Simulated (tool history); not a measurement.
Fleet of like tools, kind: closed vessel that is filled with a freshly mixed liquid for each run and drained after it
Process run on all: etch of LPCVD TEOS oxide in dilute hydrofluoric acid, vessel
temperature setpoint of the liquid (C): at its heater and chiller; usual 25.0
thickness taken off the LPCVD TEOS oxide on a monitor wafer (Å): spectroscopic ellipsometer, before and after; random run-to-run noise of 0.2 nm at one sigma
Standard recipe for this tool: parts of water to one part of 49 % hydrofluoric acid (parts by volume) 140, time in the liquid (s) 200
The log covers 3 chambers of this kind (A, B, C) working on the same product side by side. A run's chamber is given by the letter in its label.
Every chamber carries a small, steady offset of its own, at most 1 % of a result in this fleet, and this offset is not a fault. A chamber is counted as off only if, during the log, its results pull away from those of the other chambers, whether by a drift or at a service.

| run | hour | temperature setpoint of the liquid (C) | parts of water to one part of 49 % hydrofluoric acid (parts by volume) | time in the liquid (s) | read-back film thickness of the LPCVD TEOS oxide reference wafer, read on the same gauge (nm) | thickness taken off the LPCVD TEOS oxide on a monitor wafer (Å) |
|---|---|---|---|---|---|---|
| 1A | 10.3 | 25.0 | 140 | 200 | 59.998 | 348.73 |
| 2B | 20.8 | 25.0 | 140 | 200 | 60.006 | 356.73 |
| 3C | 28.9 | 25.0 | 140 | 200 | 59.981 | 355.45 |
| 4A | 35.8 | 25.0 | 140 | 200 | 60.003 | 353.34 |
| 5C | 47.2 | 25.0 | 140 | 200 | 59.989 | 357.31 |
| 6B | 57.7 | 25.0 | 140 | 200 | 59.974 | 353.71 |
| 7C | 65.2 | 25.0 | 140 | 200 | 60.013 | 355.78 |
| 8B | 75.4 | 25.0 | 140 | 200 | 59.994 | 353.40 |
| 9A | 86.8 | 25.0 | 140 | 200 | 59.996 | 350.14 |
| 10C | 97.8 | 29.0 | 140 | 200 | 60.004 | 417.10 |
| 11A | 104.8 | 29.0 | 140 | 200 | 59.999 | 403.30 |
| 12B | 116.3 | 29.0 | 140 | 200 | 59.994 | 414.39 |
|  | 123.1 | chamber A: thermometer replaced |
| 13C | 123.7 | 25.0 | 140 | 200 | 59.990 | 354.50 |
| 14A | 134.3 | 25.0 | 140 | 200 | 60.009 | 350.04 |
| 15B | 143.4 | 25.0 | 140 | 200 | 60.003 | 359.08 |
| 16B | 152.8 | 25.0 | 140 | 200 | 60.005 | 359.58 |
| 17A | 159.5 | 25.0 | 140 | 200 | 60.005 | 345.66 |
| 18C | 166.3 | 25.0 | 140 | 200 | 59.992 | 353.91 |
| 19B | 175.3 | 25.0 | 140 | 200 | 60.019 | 359.79 |
| 20C | 180.6 | 25.0 | 140 | 200 | 60.012 | 354.24 |
| 21A | 186.4 | 21.0 | 140 | 100 | 60.011 | 150.35 |
| 22A | 191.6 | 21.0 | 140 | 100 | 60.001 | 151.40 |
| 23C | 199.2 | 21.0 | 140 | 100 | 59.998 | 150.68 |
| 24B | 207.1 | 25.0 | 140 | 200 | 60.001 | 362.59 |
| 25C | 213.0 | 25.0 | 140 | 200 | 59.974 | 354.52 |
| 26A | 220.5 | 21.5 | 205 | 200 | 59.984 | 194.48 |
| 27B | 228.2 | 21.5 | 205 | 200 | 60.020 | 203.66 |
| 28A | 237.7 | 21.5 | 205 | 200 | 59.993 | 196.19 |
| 29B | 246.1 | 25.0 | 140 | 200 | 59.996 | 364.62 |

Is one chamber out of step, is the gauge drifting, or do the chambers differ by no more than their own small offsets? For an off chamber, give its letter and the likeliest cause.

Chamber B drifts away from the others.
Likeliest cause: liquid hotter than its thermometer reads (K) = 0.82.
The log may not tell that from: hydrofluoric acid flow above the setpoint (%).

Which of the 4 candidates below, each the usual settings with something changed and its results left as question marks, puts chamber B back in line with what the other chambers give on the usual settings?
Maximum distance from the other chambers' mean on the usual settings for a result to count as in line: thickness taken off the LPCVD TEOS oxide on a monitor wafer (Å) 6.90
| 30B-1 | 254.6 | 25.0 | 135 | 200 |  | ? |
| 30B-2 | 254.6 | 25.0 | 145 | 200 |  | ? |
| 30B-3 | 254.6 | 23.0 | 140 | 200 |  | ? |
| 30B-4 | 254.6 | 25.0 | 140 | 215 |  | ? |

Mean of the other chambers on the usual settings: thickness taken off the LPCVD TEOS oxide on a monitor wafer (Å) 352.34
| run | thickness taken off the LPCVD TEOS oxide on a monitor wafer (Å) |
|---|---|
| 30B-1 | 382.46 |
| 30B-2 | 352.22 |
| 30B-3 | 339.69 |
| 30B-4 | 394.30 |
With 30B-2, the chamber falls back in line with the rest.
